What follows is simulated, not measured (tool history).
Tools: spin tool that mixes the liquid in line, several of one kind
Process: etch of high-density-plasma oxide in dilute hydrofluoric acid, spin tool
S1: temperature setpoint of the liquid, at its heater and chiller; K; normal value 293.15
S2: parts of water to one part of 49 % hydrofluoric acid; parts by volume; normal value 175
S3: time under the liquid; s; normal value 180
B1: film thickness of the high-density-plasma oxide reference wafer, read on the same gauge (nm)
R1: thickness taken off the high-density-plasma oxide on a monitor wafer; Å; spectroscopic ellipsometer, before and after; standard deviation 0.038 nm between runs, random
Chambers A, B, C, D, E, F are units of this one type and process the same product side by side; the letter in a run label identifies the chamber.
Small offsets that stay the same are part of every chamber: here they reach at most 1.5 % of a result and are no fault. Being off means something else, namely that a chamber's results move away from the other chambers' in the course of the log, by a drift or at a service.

run,hour,S1,S2,S3,B1,R1
1B,6.6,293.15,175,180,30.014,53.818
2E,13,293.15,175,180,29.999,53.409
3C,18,293.15,175,180,29.995,53.995
# hour 18.4: chamber E: hydrofluoric acid flow meter replaced
4A,21.3,293.15,175,180,30.011,52.633
5D,28,293.15,175,180,30.001,53.644
6F,33.4,291.15,175,240,29.997,65.689
7E,38.8,291.15,175,240,30.001,65.998
8B,44.5,291.15,175,240,30,65.325
9D,47.6,291.15,175,240,30.02,65.321
10A,51.6,291.15,175,240,30.001,64.502
11C,56,291.15,175,240,29.996,66.688
12F,60.3,293.15,175,180,30,52.471
13A,67.1,297.65,175,105,30.005,35.382
14C,70.5,297.65,175,105,29.98,37.242
15E,75.2,297.65,175,105,30,37.153
16B,82.1,297.65,175,105,29.986,36.582
17F,88.2,297.65,175,105,30.015,36.85
18D,94.6,297.65,175,105,30.021,36.867
19A,97.8,293.15,175,180,30.011,50.176
20D,101.6,293.15,175,180,29.983,53.216
21C,107.9,293.15,175,180,29.987,54.029
22E,112.3,293.15,175,180,29.99,53.499
23F,118.1,293.15,175,180,30.005,53.795
24B,122.4,293.15,175,180,30.002,53.208
25E,126.6,293.15,225,180,30,40.111
26F,132.5,293.15,225,180,30.007,39.455
27D,139.5,293.15,225,180,29.996,39.342
28C,144.9,293.15,225,180,30.005,40.195
29B,150.5,293.15,225,180,30.016,39.63
30A,156.2,293.15,225,180,30.003,36.335
31C,161.1,293.15,175,180,30,52.961
32E,165.1,293.15,175,180,29.999,54.034
33B,170.8,293.15,175,180,29.979,53.325
34F,177.1,293.15,175,180,30.015,53.102
35A,181.7,293.15,120,180,29.996,74.724
36D,187.1,293.15,120,180,29.984,82.243
37B,192.6,293.15,120,180,29.987,81.588
38D,199.4,293.15,120,180,29.995,82.207
39C,203.4,293.15,120,180,29.994,83.831

Which is it: a chamber that has drifted or been left off by a service, a gauge drift common to all chambers, or only each chamber's usual small offset? If a chamber is off, name it and its likeliest cause.

One chamber, A, drifts off from the rest bit by bit.
Cause: liquid colder than its thermometer reads (K) = 2.57.
The log may not tell that from: hydrofluoric acid flow below the setpoint (%).

Here are 4 candidates for chamber A's next run, each the usual settings with a change, their results left as question marks. Which one brings its results back in line with what the others give on the usual settings?
In line means no further than this from the other chambers' mean on the usual settings: R1 1.3 Å
40A-1,208.4,293.15,190,160,,?
40A-2,208.4,296.15,175,180,,?
40A-3,208.4,293.15,145,180,,?
40A-4,208.4,290.65,175,180,,?

Mean of the other chambers on the usual settings: R1 53.458 Å
run,R1
40A-1,38.599
40A-2,53.929
40A-3,59.714
40A-4,43.248
With 40A-2, the chamber falls back in line with the rest.

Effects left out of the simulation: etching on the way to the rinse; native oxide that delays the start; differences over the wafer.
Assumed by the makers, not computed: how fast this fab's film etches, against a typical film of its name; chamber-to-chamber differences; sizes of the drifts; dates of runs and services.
